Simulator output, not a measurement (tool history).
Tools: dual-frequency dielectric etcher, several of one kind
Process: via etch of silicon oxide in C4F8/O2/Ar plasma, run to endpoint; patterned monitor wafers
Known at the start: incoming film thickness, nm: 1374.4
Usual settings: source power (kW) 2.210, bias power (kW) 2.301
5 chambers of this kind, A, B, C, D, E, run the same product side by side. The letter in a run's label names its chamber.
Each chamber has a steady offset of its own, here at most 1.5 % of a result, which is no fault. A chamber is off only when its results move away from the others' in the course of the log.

| run | hour | source power (kW) | bias power (kW) | hours since the last wet clean | hours since the last source power generator calibration | hours since the last bias power generator calibration | endpoint time (s) |
|---|---|---|---|---|---|---|---|
| 1E | 3.5 | 2.210 | 2.301 | 205.8 | 1631.1 | 143.2 | 248.10 |
| 2D | 8.0 | 2.210 | 2.301 | 247.0 | 203.7 | 383.7 | 247.84 |
| 3A | 10.8 | 2.210 | 2.301 | 461.5 | 1691.0 | 517.7 | 248.95 |
| 4B | 16.2 | 2.210 | 2.301 | 99.9 | 1560.0 | 1438.2 | 245.16 |
| 5C | 19.2 | 2.210 | 2.301 | 440.1 | 1058.5 | 140.1 | 247.80 |
| 6A | 23.2 | 2.210 | 2.301 | 473.9 | 1703.4 | 530.1 | 253.62 |
| 7C | 26.5 | 2.210 | 2.301 | 447.4 | 1065.8 | 147.4 | 248.45 |
| 8E | 32.1 | 2.210 | 2.301 | 234.4 | 1659.7 | 171.8 | 247.61 |
| 9B | 35.0 | 2.210 | 2.301 | 118.7 | 1578.8 | 1457.0 | 243.55 |
|  | 37.1 | chamber C: wet clean of the chamber |
| 10D | 39.6 | 2.210 | 2.301 | 278.6 | 235.3 | 415.3 | 248.16 |
| 11A | 43.2 | 2.210 | 2.301 | 493.9 | 1723.4 | 550.1 | 252.74 |
| 12D | 48.8 | 2.210 | 2.301 | 287.8 | 244.5 | 424.5 | 250.63 |
| 13C | 54.0 | 2.210 | 2.301 | 17.0 | 1093.3 | 174.9 | 250.64 |
| 14E | 59.7 | 2.660 | 2.301 | 262.0 | 1687.3 | 199.4 | 230.25 |
| 15B | 63.5 | 2.660 | 2.301 | 147.2 | 1607.3 | 1485.5 | 228.52 |
| 16D | 69.0 | 2.660 | 2.301 | 308.0 | 264.7 | 444.7 | 227.41 |
| 17B | 72.7 | 2.660 | 2.301 | 156.4 | 1616.5 | 1494.7 | 227.82 |
| 18C | 76.2 | 2.660 | 2.301 | 39.2 | 1115.5 | 197.1 | 231.09 |
| 19A | 80.2 | 2.210 | 2.301 | 530.9 | 1760.4 | 587.1 | 252.46 |
| 20E | 83.0 | 2.210 | 2.301 | 285.3 | 1710.6 | 222.7 | 245.09 |
| 21A | 86.8 | 2.510 | 2.489 | 537.5 | 1767.0 | 593.7 | 232.71 |
| 22C | 91.3 | 2.510 | 2.489 | 54.3 | 1130.6 | 212.2 | 230.23 |
|  | 91.5 | chamber A: wet clean of the chamber |
| 23E | 94.8 | 2.510 | 2.489 | 297.1 | 1722.4 | 234.5 | 233.55 |
| 24D | 100.4 | 2.510 | 2.489 | 339.4 | 296.1 | 476.1 | 231.89 |
| 25B | 103.1 | 2.510 | 2.489 | 186.8 | 1646.9 | 1525.1 | 227.32 |
| 26A | 106.5 | 2.210 | 2.301 | 15.0 | 1786.7 | 613.4 | 252.25 |
| 27C | 110.5 | 2.210 | 2.301 | 73.5 | 1149.8 | 231.4 | 246.55 |
| 28E | 113.1 | 2.210 | 2.301 | 315.4 | 1740.7 | 252.8 | 252.21 |
| 29D | 117.2 | 2.210 | 2.301 | 356.2 | 312.9 | 492.9 | 253.49 |
| 30B | 122.7 | 2.210 | 2.301 | 206.4 | 1666.5 | 1544.7 | 245.78 |
| 31B | 127.0 | 1.730 | 2.301 | 210.7 | 1670.8 | 1549.0 | 271.79 |
| 32E | 129.7 | 1.730 | 2.301 | 332.0 | 1757.3 | 269.4 | 274.36 |
| 33A | 133.0 | 1.730 | 2.301 | 41.5 | 1813.2 | 639.9 | 275.81 |
| 34D | 137.3 | 1.730 | 2.301 | 376.3 | 333.0 | 513.0 | 274.72 |
| 35C | 141.5 | 1.730 | 2.301 | 104.5 | 1180.8 | 262.4 | 273.65 |

Is one chamber off against the others, does the gauge drift, or is nothing wrong? If a chamber is off, say which, and what the likeliest cause is.

No chamber stands off beyond its own small offset, and the gauge holds steady.
